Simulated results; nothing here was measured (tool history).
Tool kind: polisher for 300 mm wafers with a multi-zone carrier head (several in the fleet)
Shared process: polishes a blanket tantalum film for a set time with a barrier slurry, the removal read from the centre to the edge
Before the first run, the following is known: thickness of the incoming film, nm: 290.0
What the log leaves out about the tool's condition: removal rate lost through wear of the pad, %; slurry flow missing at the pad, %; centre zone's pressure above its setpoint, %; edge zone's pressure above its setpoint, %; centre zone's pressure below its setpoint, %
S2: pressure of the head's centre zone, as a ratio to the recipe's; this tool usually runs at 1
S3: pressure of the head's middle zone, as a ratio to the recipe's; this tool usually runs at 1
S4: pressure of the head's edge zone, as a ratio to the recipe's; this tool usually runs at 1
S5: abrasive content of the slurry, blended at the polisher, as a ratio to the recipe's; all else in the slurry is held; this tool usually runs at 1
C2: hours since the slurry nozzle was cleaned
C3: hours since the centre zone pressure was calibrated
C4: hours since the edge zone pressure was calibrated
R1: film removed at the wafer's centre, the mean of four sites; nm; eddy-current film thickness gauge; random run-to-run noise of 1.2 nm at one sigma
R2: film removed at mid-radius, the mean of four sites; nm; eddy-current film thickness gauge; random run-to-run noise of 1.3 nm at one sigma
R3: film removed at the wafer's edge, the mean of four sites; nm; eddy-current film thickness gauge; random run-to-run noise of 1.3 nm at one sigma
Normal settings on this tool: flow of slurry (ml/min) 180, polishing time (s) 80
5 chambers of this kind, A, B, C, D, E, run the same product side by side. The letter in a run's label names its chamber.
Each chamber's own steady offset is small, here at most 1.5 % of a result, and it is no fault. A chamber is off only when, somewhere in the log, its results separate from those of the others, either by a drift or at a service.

At hour 1: chamber B: worn pad replaced by a new one.
Run 1A, hour 6: usual settings; wafers polished on this pad 652; C2 271.9; C3 396.7; C4 732.7. Result: R1 108.86 nm, R2 106.91 nm, R3 106.45 nm.
Run 2D, hour 8.6: usual settings; wafers polished on this pad 259; C2 282.5; C3 605.1; C4 123.7. Result: R1 106.27 nm, R2 105.52 nm, R3 105.56 nm.
At hour 12.8: chamber C: worn pad replaced by a new one.
Run 3E, hour 14.4: usual settings; wafers polished on this pad 246; C2 108.7; C3 704.9; C4 456.8. Result: R1 107.63 nm, R2 108.63 nm, R3 107.89 nm.
At hour 17: chamber A: worn pad replaced by a new one.
Run 4B, hour 19: usual settings; wafers polished on this pad 225; C2 170.4; C3 23.7; C4 898.6. Result: R1 107.55 nm, R2 105.15 nm, R3 107.91 nm.
Run 5C, hour 22.6: usual settings; wafers polished on this pad 122; C2 161.3; C3 886.3; C4 312.7. Result: R1 107.72 nm, R2 106.22 nm, R3 107.92 nm.
Run 6C, hour 27.9: usual settings; wafers polished on this pad 188; C2 166.6; C3 891.6; C4 318. Result: R1 109.48 nm, R2 106.46 nm, R3 108.09 nm.
Run 7E, hour 31.8: usual settings but S3 0.95, S4 1.1; wafers polished on this pad 463; C2 126.1; C3 722.3; C4 474.2. Result: R1 108.89 nm, R2 101.42 nm, R3 114.39 nm.
Run 8B, hour 35.4: usual settings but S3 0.95, S4 1.1; wafers polished on this pad 430; C2 186.8; C3 40.1; C4 915. Result: R1 109.5 nm, R2 101.65 nm, R3 112.5 nm.
Run 9D, hour 38: usual settings but S3 0.95, S4 1.1; wafers polished on this pad 626; C2 311.9; C3 634.5; C4 153.1. Result: R1 106.74 nm, R2 101.25 nm, R3 116.15 nm.
Run 10A, hour 41.3: usual settings but S3 0.95, S4 1.1; wafers polished on this pad 303; C2 307.2; C3 432; C4 768. Result: R1 107.66 nm, R2 102.24 nm, R3 114.89 nm.
At hour 41.7: chamber D: centre zone pressure recalibrated.
At hour 42.8: chamber E: worn pad replaced by a new one.
Run 11D, hour 44.3: usual settings but S3 0.95, S4 1.1; wafers polished on this pad 705; C2 318.2; C3 2.6; C4 159.4. Result: R1 97.241 nm, R2 104.71 nm, R3 114.94 nm.
At hour 44.9: chamber C: centre zone pressure recalibrated.
Run 12C, hour 48.7: usual settings; wafers polished on this pad 448; C2 187.4; C3 3.8; C4 338.8. Result: R1 107.56 nm, R2 107.03 nm, R3 107.74 nm.
Run 13A, hour 51.9: usual settings but S4 0.94, polishing time (s) 97; wafers polished on this pad 435; C2 317.8; C3 442.6; C4 778.6. Result: R1 129.93 nm, R2 133.38 nm, R3 125.33 nm.
At hour 53.4: chamber B: worn pad replaced by a new one.
Run 14B, hour 55.9: usual settings but S4 0.94, polishing time (s) 97; wafers polished on this pad 31; C2 207.3; C3 60.6; C4 935.5. Result: R1 131.97 nm, R2 126.6 nm, R3 126.7 nm.
Run 15E, hour 58.7: usual settings but S4 0.94, polishing time (s) 97; wafers polished on this pad 199; C2 153; C3 749.2; C4 501.1. Result: R1 127.92 nm, R2 130.72 nm, R3 128 nm.
Run 16B, hour 63.6: usual settings but S4 0.94, polishing time (s) 97; wafers polished on this pad 127; C2 215; C3 68.3; C4 943.2. Result: R1 132.23 nm, R2 131.29 nm, R3 127.14 nm.
Run 17A, hour 67: usual settings but S4 0.94, polishing time (s) 97; wafers polished on this pad 624; C2 332.9; C3 457.7; C4 793.7. Result: R1 130.97 nm, R2 130.99 nm, R3 127.01 nm.
Run 18C, hour 69.6: usual settings; wafers polished on this pad 709; C2 208.3; C3 24.7; C4 359.7. Result: R1 108.05 nm, R2 106.34 nm, R3 106.82 nm.
Run 19D, hour 73.8: usual settings; wafers polished on this pad 1073; C2 347.7; C3 32.1; C4 188.9. Result: R1 97.122 nm, R2 107.18 nm, R3 109.99 nm.
Run 20E, hour 76.5: usual settings; wafers polished on this pad 421; C2 170.8; C3 767; C4 518.9. Result: R1 106.73 nm, R2 108.58 nm, R3 111.08 nm.
Run 21D, hour 79.9: usual settings; wafers polished on this pad 1149; C2 353.8; C3 38.2; C4 195. Result: R1 96.43 nm, R2 107.95 nm, R3 107.48 nm.
At hour 81.5: chamber E: centre zone pressure recalibrated.
At hour 82.3: chamber A: worn pad replaced by a new one.
Run 22C, hour 84.1: usual settings; wafers polished on this pad 890; C2 222.8; C3 39.2; C4 374.2. Result: R1 106.4 nm, R2 106.66 nm, R3 106.87 nm.
At hour 87.3: chamber E: worn pad replaced by a new one.
Run 23A, hour 88.2: usual settings; wafers polished on this pad 74; C2 354.1; C3 478.9; C4 814.9. Result: R1 108.17 nm, R2 107.74 nm, R3 110.08 nm.
Run 24B, hour 93.8: usual settings; wafers polished on this pad 504; C2 245.2; C3 98.5; C4 973.4. Result: R1 108.11 nm, R2 106.75 nm, R3 105.34 nm.
Run 25E, hour 99.2: usual settings but flow of slurry (ml/min) 145, polishing time (s) 71; wafers polished on this pad 149; C2 193.5; C3 17.8; C4 541.6. Result: R1 92.36 nm, R2 92.882 nm, R3 94.735 nm.
At hour 101.7: chamber C: worn pad replaced by a new one.
Run 26A, hour 102.1: usual settings but flow of slurry (ml/min) 145, polishing time (s) 71; wafers polished on this pad 248; C2 368; C3 492.8; C4 828.8. Result: R1 93.677 nm, R2 92.237 nm, R3 93.592 nm.
At hour 104.4: chamber D: worn pad replaced by a new one.
At hour 105.3: chamber B: worn pad replaced by a new one.
Run 27B, hour 105.8: usual settings but flow of slurry (ml/min) 145, polishing time (s) 71; wafers polished on this pad 7; C2 257.2; C3 110.5; C4 985.4. Result: R1 91.972 nm, R2 92.532 nm, R3 91.816 nm.
Run 28E, hour 111: usual settings but flow of slurry (ml/min) 145, polishing time (s) 71; wafers polished on this pad 296; C2 205.3; C3 29.6; C4 553.4. Result: R1 89.189 nm, R2 91.534 nm, R3 91.422 nm.
Run 29C, hour 114.4: usual settings but flow of slurry (ml/min) 145, polishing time (s) 71; wafers polished on this pad 158; C2 253.1; C3 69.5; C4 404.5. Result: R1 90.97 nm, R2 88.992 nm, R3 93.111 nm.
Run 30D, hour 120.1: usual settings but S3 0.96, S5 1.15; wafers polished on this pad 196; C2 394; C3 78.4; C4 235.2. Result: R1 101.23 nm, R2 107.89 nm, R3 113.35 nm.

All 5 chambers run these settings next. Forecast each chamber's results:
Run 31A, hour 124.4: usual settings but polishing time (s) 57. Result: R1 ?, R2 ?, R3 ?.
Run 31B, hour 124.4: usual settings but polishing time (s) 57. Result: R1 ?, R2 ?, R3 ?.
Run 31C, hour 124.4: usual settings but polishing time (s) 57. Result: R1 ?, R2 ?, R3 ?.
Run 31D, hour 124.4: usual settings but polishing time (s) 57. Result: R1 ?, R2 ?, R3 ?.
Run 31E, hour 124.4: usual settings but polishing time (s) 57. Result: R1 ?, R2 ?, R3 ?.

run      R1      R2      R3
31A  79.033  76.341  76.667
31B  76.045  76.671   77.03
31C  78.306  76.031  75.774
31D  68.174  76.306  75.682
31E   76.81   77.47  77.815
